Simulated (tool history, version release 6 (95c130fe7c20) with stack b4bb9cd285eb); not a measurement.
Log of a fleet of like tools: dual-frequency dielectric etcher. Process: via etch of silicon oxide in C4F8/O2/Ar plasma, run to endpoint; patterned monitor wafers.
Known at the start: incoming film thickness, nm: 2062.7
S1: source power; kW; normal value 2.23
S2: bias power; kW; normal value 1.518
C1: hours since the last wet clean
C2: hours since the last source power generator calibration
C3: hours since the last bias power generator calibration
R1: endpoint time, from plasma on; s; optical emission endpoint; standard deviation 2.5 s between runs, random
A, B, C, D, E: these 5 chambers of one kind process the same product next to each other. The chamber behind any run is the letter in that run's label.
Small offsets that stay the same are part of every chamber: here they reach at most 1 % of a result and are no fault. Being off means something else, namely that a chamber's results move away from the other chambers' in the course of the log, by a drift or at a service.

run	hour	S1	S2	C1	C2	C3	R1
1C	10.2	2.23	1.518	259.9	2041.3	3131	423.79
2A	21.7	2.23	1.518	579.9	1307.8	1380.9	417.94
3E	32.1	2.23	1.518	229.2	1608.8	2928.2	415.05
4D	39	2.23	1.518	284.3	1292.8	2276.6	422.05
# hour 44.4: chamber A: wet clean of the chamber
5B	49.3	2.23	1.518	216.2	1867.6	1022.3	414.52
6D	63.8	2.23	1.663	309.1	1317.6	2301.4	411.39
7C	74.5	2.23	1.663	324.2	2105.6	3195.3	414.16
8E	81.9	2.23	1.663	279	1658.6	2978	408.14
9A	94.8	2.23	1.663	50.4	1380.9	1454	405.8
10B	107.7	2.23	1.663	274.6	1926	1080.7	407.54
11B	122.6	2.23	1.518	289.5	1940.9	1095.6	417.53
12D	136.2	2.23	1.518	381.5	1390	2373.8	418.87
13A	149.6	2.23	1.518	105.2	1435.7	1508.8	418.38
14E	156.5	2.23	1.518	353.6	1733.2	3052.6	421.77
15C	165.2	2.23	1.518	414.9	2196.3	3286	427.38
16D	173.6	2.23	1.518	418.9	1427.4	2411.2	423.18
17B	182.1	2.03	1.262	349	2000.4	1155.1	459.1
18E	190.5	2.03	1.262	387.6	1767.2	3086.6	457.46
19A	204.9	2.03	1.262	160.5	1491	1564.1	457.76
# hour 209.5: chamber B: wet clean of the chamber
20C	213	2.03	1.262	462.7	2244.1	3333.8	461.97
21C	226.6	2.03	1.262	476.3	2257.7	3347.4	463.37
22E	237.5	2.23	1.518	434.6	1814.2	3133.6	414.77
# hour 245.3: chamber E: wet clean of the chamber
# hour 248.6: chamber C: wet clean of the chamber
23A	252.2	2.23	1.518	207.8	1538.3	1611.4	417.44
24D	260.1	2.23	1.518	505.4	1513.9	2497.7	419.03
25B	267.8	2.23	1.518	58.3	2086.1	1240.8	414.76
26A	275.9	2.23	1.518	231.5	1562	1635.1	416.81
27E	283.4	2.23	1.518	38.1	1860.1	3179.5	418.05
28C	290.8	2.23	1.518	42.3	2321.9	3411.6	423.28
29D	302.1	2.23	1.518	547.4	1555.9	2539.7	409.27
30B	311.2	2.23	1.518	101.7	2129.5	1284.2	418.35
31B	323.8	2.23	1.518	114.3	2142.1	1296.8	420.77
32A	335.5	2.23	1.518	291.1	1621.6	1694.7	418.13
33C	345.7	2.44	1.269	97.2	2376.8	3466.5	427.73
34E	357.6	2.44	1.269	112.3	1934.3	3253.7	421.8

All chambers now run identical settings, listed one chamber a line with results as question marks. What results will each chamber show?
35A	368.3	2.23	1.518				?
35B	368.3	2.23	1.518				?
35C	368.3	2.23	1.518				?
35D	368.3	2.23	1.518				?
35E	368.3	2.23	1.518				?

run	R1
35A	422.79
35B	414.57
35C	425.43
35D	403.7
35E	419.31
